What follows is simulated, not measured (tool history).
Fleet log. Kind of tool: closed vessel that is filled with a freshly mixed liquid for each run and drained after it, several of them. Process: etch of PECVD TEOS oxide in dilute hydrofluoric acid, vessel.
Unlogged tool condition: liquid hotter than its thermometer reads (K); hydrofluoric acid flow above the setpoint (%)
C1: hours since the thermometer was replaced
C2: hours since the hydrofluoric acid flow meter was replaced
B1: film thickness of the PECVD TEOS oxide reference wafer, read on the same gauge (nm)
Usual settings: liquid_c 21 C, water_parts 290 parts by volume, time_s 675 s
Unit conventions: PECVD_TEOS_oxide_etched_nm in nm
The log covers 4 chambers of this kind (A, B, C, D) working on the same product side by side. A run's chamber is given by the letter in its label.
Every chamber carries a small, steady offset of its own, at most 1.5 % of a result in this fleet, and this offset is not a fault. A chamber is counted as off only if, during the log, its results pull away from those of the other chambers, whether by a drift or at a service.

Run 1A, hour 12.7: usual settings; C1 881.9; C2 134.7; B1 139.97. Result: PECVD_TEOS_oxide_etched_nm 36.012 nm.
Run 2B, hour 21.7: usual settings; C1 1728.5; C2 758.3; B1 140.03. Result: PECVD_TEOS_oxide_etched_nm 36.240 nm.
Run 3C, hour 31.9: usual settings; C1 1342.8; C2 1001.9; B1 140.01. Result: PECVD_TEOS_oxide_etched_nm 36.647 nm.
Run 4D, hour 39.9: usual settings; C1 377.3; C2 316.7; B1 140.06. Result: PECVD_TEOS_oxide_etched_nm 36.493 nm.
Run 5D, hour 52.5: usual settings; C1 389.9; C2 329.3; B1 140.01. Result: PECVD_TEOS_oxide_etched_nm 36.256 nm.
Run 6A, hour 58.1: usual settings; C1 927.3; C2 180.1; B1 140.02. Result: PECVD_TEOS_oxide_etched_nm 36.100 nm.
Run 7B, hour 69.2: usual settings but water_parts 420 parts by volume; C1 1776.0; C2 805.8; B1 140.00. Result: PECVD_TEOS_oxide_etched_nm 22.624 nm.
Run 8C, hour 78.8: usual settings but water_parts 420 parts by volume; C1 1389.7; C2 1048.8; B1 139.97. Result: PECVD_TEOS_oxide_etched_nm 22.615 nm.
Run 9B, hour 87.8: usual settings but water_parts 420 parts by volume; C1 1794.6; C2 824.4; B1 140.03. Result: PECVD_TEOS_oxide_etched_nm 22.635 nm.
Run 10C, hour 94.4: usual settings but water_parts 420 parts by volume; C1 1405.3; C2 1064.4; B1 139.97. Result: PECVD_TEOS_oxide_etched_nm 22.357 nm.
Run 11A, hour 101.6: usual settings; C1 970.8; C2 223.6; B1 139.97. Result: PECVD_TEOS_oxide_etched_nm 35.967 nm.
Run 12D, hour 110.4: usual settings; C1 447.8; C2 387.2; B1 139.96. Result: PECVD_TEOS_oxide_etched_nm 36.582 nm.
Run 13C, hour 117.6: usual settings; C1 1428.5; C2 1087.6; B1 140.01. Result: PECVD_TEOS_oxide_etched_nm 36.940 nm.
Run 14A, hour 127.0: usual settings; C1 996.2; C2 249.0; B1 139.99. Result: PECVD_TEOS_oxide_etched_nm 36.615 nm.
Run 15B, hour 133.8: usual settings; C1 1840.6; C2 870.4; B1 139.98. Result: PECVD_TEOS_oxide_etched_nm 36.422 nm.
Run 16D, hour 142.6: usual settings; C1 480.0; C2 419.4; B1 139.99. Result: PECVD_TEOS_oxide_etched_nm 36.328 nm.
Run 17D, hour 152.7: usual settings; C1 490.1; C2 429.5; B1 140.03. Result: PECVD_TEOS_oxide_etched_nm 36.217 nm.
At hour 159.2: chamber C: thermometer replaced.
Run 18A, hour 163.4: usual settings; C1 1032.6; C2 285.4; B1 139.97. Result: PECVD_TEOS_oxide_etched_nm 36.776 nm.
Run 19B, hour 170.1: usual settings but water_parts 215 parts by volume, time_s 995 s; C1 1876.9; C2 906.7; B1 139.97. Result: PECVD_TEOS_oxide_etched_nm 77.035 nm.
At hour 174.0: chamber B: hydrofluoric acid flow meter replaced.
Run 20C, hour 181.9: usual settings but water_parts 215 parts by volume, time_s 995 s; C1 22.7; C2 1151.9; B1 140.00. Result: PECVD_TEOS_oxide_etched_nm 76.900 nm.
Run 21B, hour 194.2: usual settings but water_parts 215 parts by volume, time_s 995 s; C1 1901.0; C2 20.2; B1 139.98. Result: PECVD_TEOS_oxide_etched_nm 76.295 nm.
Run 22D, hour 202.2: usual settings but water_parts 215 parts by volume, time_s 995 s; C1 539.6; C2 479.0; B1 140.00. Result: PECVD_TEOS_oxide_etched_nm 77.791 nm.
Run 23A, hour 209.0: usual settings but liquid_c 25 C, time_s 485 s; C1 1078.2; C2 331.0; B1 139.99. Result: PECVD_TEOS_oxide_etched_nm 30.869 nm.
Run 24C, hour 216.6: usual settings but liquid_c 25 C, time_s 485 s; C1 57.4; C2 1186.6; B1 139.99. Result: PECVD_TEOS_oxide_etched_nm 29.570 nm.

Has any chamber moved away from the others, gradually or after a service, or does the common gauge drift, or do the chambers differ only by their own small steady offsets? State the chamber and the most likely cause if one applies.

One chamber, A, drifts off from the rest bit by bit.
What lies behind it: hydrofluoric acid flow above the setpoint (%) = 3.89.
The log might look much the same if the cause were instead: liquid hotter than its thermometer reads (K).

Below are 4 candidate recipes for chamber A's next run, each the usual settings with a change, their results shown as question marks. Which of them brings A's results back in line with what the other chambers give on the usual settings?
Counts as in line when no further than this from what the other chambers average on the usual settings: PECVD_TEOS_oxide_etched_nm 0.870 nm
Run 25A-1, hour 225.7: usual settings but water_parts 285 parts by volume, time_s 685 s. Result: PECVD_TEOS_oxide_etched_nm ?.
Run 25A-2, hour 225.7: usual settings but water_parts 310 parts by volume. Result: PECVD_TEOS_oxide_etched_nm ?.
Run 25A-3, hour 225.7: usual settings but water_parts 295 parts by volume, time_s 665 s. Result: PECVD_TEOS_oxide_etched_nm ?.
Run 25A-4, hour 225.7: usual settings but time_s 730 s. Result: PECVD_TEOS_oxide_etched_nm ?.

The other chambers' mean on the usual settings: PECVD_TEOS_oxide_etched_nm 36.323 nm
  run  PECVD_TEOS_oxide_etched_nm
25A-1                      38.976
25A-2                      34.480
25A-3                      36.206
25A-4                      40.625
Change 25A-3 lands the chamber within the allowed miss of the other chambers.

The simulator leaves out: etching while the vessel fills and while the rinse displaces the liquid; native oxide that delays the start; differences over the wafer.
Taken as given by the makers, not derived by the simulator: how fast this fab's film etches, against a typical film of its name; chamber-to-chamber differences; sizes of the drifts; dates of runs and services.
